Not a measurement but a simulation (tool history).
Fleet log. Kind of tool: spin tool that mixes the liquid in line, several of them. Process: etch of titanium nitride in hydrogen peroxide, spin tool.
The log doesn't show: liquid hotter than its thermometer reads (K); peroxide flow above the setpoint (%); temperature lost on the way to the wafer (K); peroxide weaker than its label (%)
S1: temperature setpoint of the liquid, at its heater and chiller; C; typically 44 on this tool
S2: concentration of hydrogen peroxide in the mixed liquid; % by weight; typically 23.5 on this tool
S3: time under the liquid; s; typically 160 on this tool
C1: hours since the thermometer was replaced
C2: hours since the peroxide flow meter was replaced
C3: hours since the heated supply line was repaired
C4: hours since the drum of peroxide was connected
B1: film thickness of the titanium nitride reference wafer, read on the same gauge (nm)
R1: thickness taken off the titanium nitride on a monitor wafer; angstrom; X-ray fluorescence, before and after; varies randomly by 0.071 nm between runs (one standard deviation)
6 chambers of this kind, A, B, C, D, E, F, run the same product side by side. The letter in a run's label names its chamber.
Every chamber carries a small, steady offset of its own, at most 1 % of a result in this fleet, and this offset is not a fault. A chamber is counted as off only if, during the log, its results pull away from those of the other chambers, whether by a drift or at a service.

{"run": "1E", "hour": 5.9, "S1": 44, "S2": 23.5, "S3": 160, "C1": 1009.2, "C2": 1082.2, "C3": 218.6, "C4": 545.6, "B1": 60.021, "R1": 77.774}
{"run": "2A", "hour": 17.0, "S1": 44, "S2": 23.5, "S3": 160, "C1": 858.0, "C2": 397.6, "C3": 517.8, "C4": 140.0, "B1": 60.06, "R1": 77.124}
{"hour": 17.8, "done": "chamber D: thermometer replaced"}
{"hour": 17.9, "done": "chamber C: new drum of peroxide connected"}
{"run": "3C", "hour": 22.7, "S1": 44, "S2": 23.5, "S3": 160, "C1": 218.4, "C2": 1935.9, "C3": 2532.0, "C4": 4.8, "B1": 59.995, "R1": 77.472}
{"hour": 24.0, "done": "chamber B: peroxide flow meter replaced"}
{"run": "4D", "hour": 29.8, "S1": 44, "S2": 23.5, "S3": 160, "C1": 12.1, "C2": 858.9, "C3": 1331.8, "C4": 115.1, "B1": 59.985, "R1": 76.788}
{"run": "5B", "hour": 40.9, "S1": 44, "S2": 23.5, "S3": 160, "C1": 478.2, "C2": 17.0, "C3": 2001.5, "C4": 176.3, "B1": 60.013, "R1": 77.051}
{"run": "6F", "hour": 47.9, "S1": 44, "S2": 23.5, "S3": 160, "C1": 783.9, "C2": 872.3, "C3": 1170.7, "C4": 563.0, "B1": 60.012, "R1": 78.862}
{"run": "7C", "hour": 57.2, "S1": 44, "S2": 23.5, "S3": 160, "C1": 252.9, "C2": 1970.4, "C3": 2566.5, "C4": 39.3, "B1": 60.02, "R1": 77.986}
{"run": "8B", "hour": 65.8, "S1": 44, "S2": 23.5, "S3": 110, "C1": 503.1, "C2": 41.9, "C3": 2026.4, "C4": 201.2, "B1": 59.971, "R1": 53.647}
{"run": "9D", "hour": 74.3, "S1": 44, "S2": 23.5, "S3": 110, "C1": 56.6, "C2": 903.4, "C3": 1376.3, "C4": 159.6, "B1": 59.997, "R1": 53.314}
{"run": "10F", "hour": 86.9, "S1": 44, "S2": 23.5, "S3": 110, "C1": 822.9, "C2": 911.3, "C3": 1209.7, "C4": 602.0, "B1": 60.024, "R1": 53.31}
{"hour": 91.7, "done": "chamber D: heated supply line repaired"}
{"run": "11A", "hour": 94.1, "S1": 44, "S2": 23.5, "S3": 110, "C1": 935.1, "C2": 474.7, "C3": 594.9, "C4": 217.1, "B1": 60.008, "R1": 54.144}
{"run": "12E", "hour": 105.5, "S1": 44, "S2": 23.5, "S3": 110, "C1": 1108.8, "C2": 1181.8, "C3": 318.2, "C4": 645.2, "B1": 60.017, "R1": 53.375}
{"run": "13E", "hour": 117.9, "S1": 44, "S2": 23.5, "S3": 110, "C1": 1121.2, "C2": 1194.2, "C3": 330.6, "C4": 657.6, "B1": 59.97, "R1": 53.437}
{"run": "14F", "hour": 128.8, "S1": 44, "S2": 23.5, "S3": 160, "C1": 864.8, "C2": 953.2, "C3": 1251.6, "C4": 643.9, "B1": 60.005, "R1": 77.693}
{"run": "15A", "hour": 140.4, "S1": 44, "S2": 29.5, "S3": 160, "C1": 981.4, "C2": 521.0, "C3": 641.2, "C4": 263.4, "B1": 60.017, "R1": 82.069}
{"run": "16C", "hour": 150.4, "S1": 44, "S2": 29.5, "S3": 160, "C1": 346.1, "C2": 2063.6, "C3": 2659.7, "C4": 132.5, "B1": 59.982, "R1": 84.93}
{"run": "17D", "hour": 157.5, "S1": 44, "S2": 29.5, "S3": 160, "C1": 139.8, "C2": 986.6, "C3": 65.8, "C4": 242.8, "B1": 59.986, "R1": 80.808}
{"hour": 161.1, "done": "chamber E: peroxide flow meter replaced"}
{"run": "18B", "hour": 166.3, "S1": 44, "S2": 29.5, "S3": 160, "C1": 603.6, "C2": 142.4, "C3": 2126.9, "C4": 301.7, "B1": 60.035, "R1": 81.833}
{"run": "19E", "hour": 172.6, "S1": 44, "S2": 29.5, "S3": 160, "C1": 1175.9, "C2": 11.6, "C3": 385.3, "C4": 712.3, "B1": 59.987, "R1": 80.347}
{"run": "20A", "hour": 183.9, "S1": 44, "S2": 29.5, "S3": 160, "C1": 1024.9, "C2": 564.5, "C3": 684.7, "C4": 306.9, "B1": 59.986, "R1": 80.571}
{"run": "21F", "hour": 190.3, "S1": 44, "S2": 23.5, "S3": 160, "C1": 926.3, "C2": 1014.7, "C3": 1313.1, "C4": 705.4, "B1": 59.991, "R1": 77.917}
{"run": "22D", "hour": 201.5, "S1": 44, "S2": 23.5, "S3": 160, "C1": 183.8, "C2": 1030.6, "C3": 109.8, "C4": 286.8, "B1": 59.98, "R1": 77.809}
{"run": "23B", "hour": 208.0, "S1": 44, "S2": 23.5, "S3": 160, "C1": 645.3, "C2": 184.1, "C3": 2168.6, "C4": 343.4, "B1": 59.962, "R1": 76.578}
{"hour": 212.2, "done": "chamber D: new drum of peroxide connected"}
{"run": "24C", "hour": 218.5, "S1": 44, "S2": 23.5, "S3": 160, "C1": 414.2, "C2": 2131.7, "C3": 2727.8, "C4": 200.6, "B1": 60.017, "R1": 81.226}
{"run": "25B", "hour": 230.7, "S1": 44, "S2": 23.5, "S3": 160, "C1": 668.0, "C2": 206.8, "C3": 2191.3, "C4": 366.1, "B1": 60.036, "R1": 77.751}
{"run": "26E", "hour": 237.4, "S1": 44, "S2": 23.5, "S3": 160, "C1": 1240.7, "C2": 76.4, "C3": 450.1, "C4": 777.1, "B1": 60.016, "R1": 78.154}
{"run": "27A", "hour": 249.7, "S1": 44, "S2": 23.5, "S3": 160, "C1": 1090.7, "C2": 630.3, "C3": 750.5, "C4": 372.7, "B1": 59.972, "R1": 77.269}
{"run": "28D", "hour": 259.4, "S1": 44, "S2": 23.5, "S3": 160, "C1": 241.7, "C2": 1088.5, "C3": 167.7, "C4": 47.2, "B1": 59.954, "R1": 77.868}
{"run": "29F", "hour": 271.7, "S1": 44, "S2": 23.5, "S3": 160, "C1": 1007.7, "C2": 1096.1, "C3": 1394.5, "C4": 786.8, "B1": 60.032, "R1": 78.94}
{"run": "30C", "hour": 280.0, "S1": 44, "S2": 23.5, "S3": 160, "C1": 475.7, "C2": 2193.2, "C3": 2789.3, "C4": 262.1, "B1": 59.981, "R1": 82.595}
{"run": "31A", "hour": 288.7, "S1": 44, "S2": 23.5, "S3": 160, "C1": 1129.7, "C2": 669.3, "C3": 789.5, "C4": 411.7, "B1": 59.999, "R1": 77.319}
{"run": "32D", "hour": 297.5, "S1": 44, "S2": 23.5, "S3": 160, "C1": 279.8, "C2": 1126.6, "C3": 205.8, "C4": 85.3, "B1": 59.981, "R1": 77.213}
{"run": "33C", "hour": 307.7, "S1": 44, "S2": 23.5, "S3": 160, "C1": 503.4, "C2": 2220.9, "C3": 2817.0, "C4": 289.8, "B1": 60.033, "R1": 85.009}
{"run": "34E", "hour": 315.0, "S1": 44, "S2": 23.5, "S3": 160, "C1": 1318.3, "C2": 154.0, "C3": 527.7, "C4": 854.7, "B1": 60.013, "R1": 76.407}
{"run": "35F", "hour": 322.9, "S1": 44, "S2": 23.5, "S3": 160, "C1": 1058.9, "C2": 1147.3, "C3": 1445.7, "C4": 838.0, "B1": 60.004, "R1": 77.832}
{"run": "36B", "hour": 333.3, "S1": 44, "S2": 23.5, "S3": 160, "C1": 770.6, "C2": 309.4, "C3": 2293.9, "C4": 468.7, "B1": 59.962, "R1": 76.869}
{"run": "37C", "hour": 339.3, "S1": 44, "S2": 23.5, "S3": 160, "C1": 535.0, "C2": 2252.5, "C3": 2848.6, "C4": 321.4, "B1": 59.996, "R1": 86.181}

All 6 chambers run these settings next. Forecast each chamber's results:
{"run": "38A", "hour": 348.3, "S1": 44, "S2": 26.5, "S3": 160, "R1": "?"}
{"run": "38B", "hour": 348.3, "S1": 44, "S2": 26.5, "S3": 160, "R1": "?"}
{"run": "38C", "hour": 348.3, "S1": 44, "S2": 26.5, "S3": 160, "R1": "?"}
{"run": "38D", "hour": 348.3, "S1": 44, "S2": 26.5, "S3": 160, "R1": "?"}
{"run": "38E", "hour": 348.3, "S1": 44, "S2": 26.5, "S3": 160, "R1": "?"}
{"run": "38F", "hour": 348.3, "S1": 44, "S2": 26.5, "S3": 160, "R1": "?"}

run=38A R1=79.766
run=38B R1=79.293
run=38C R1=86.130
run=38D R1=80.155
run=38E R1=79.271
run=38F R1=79.415
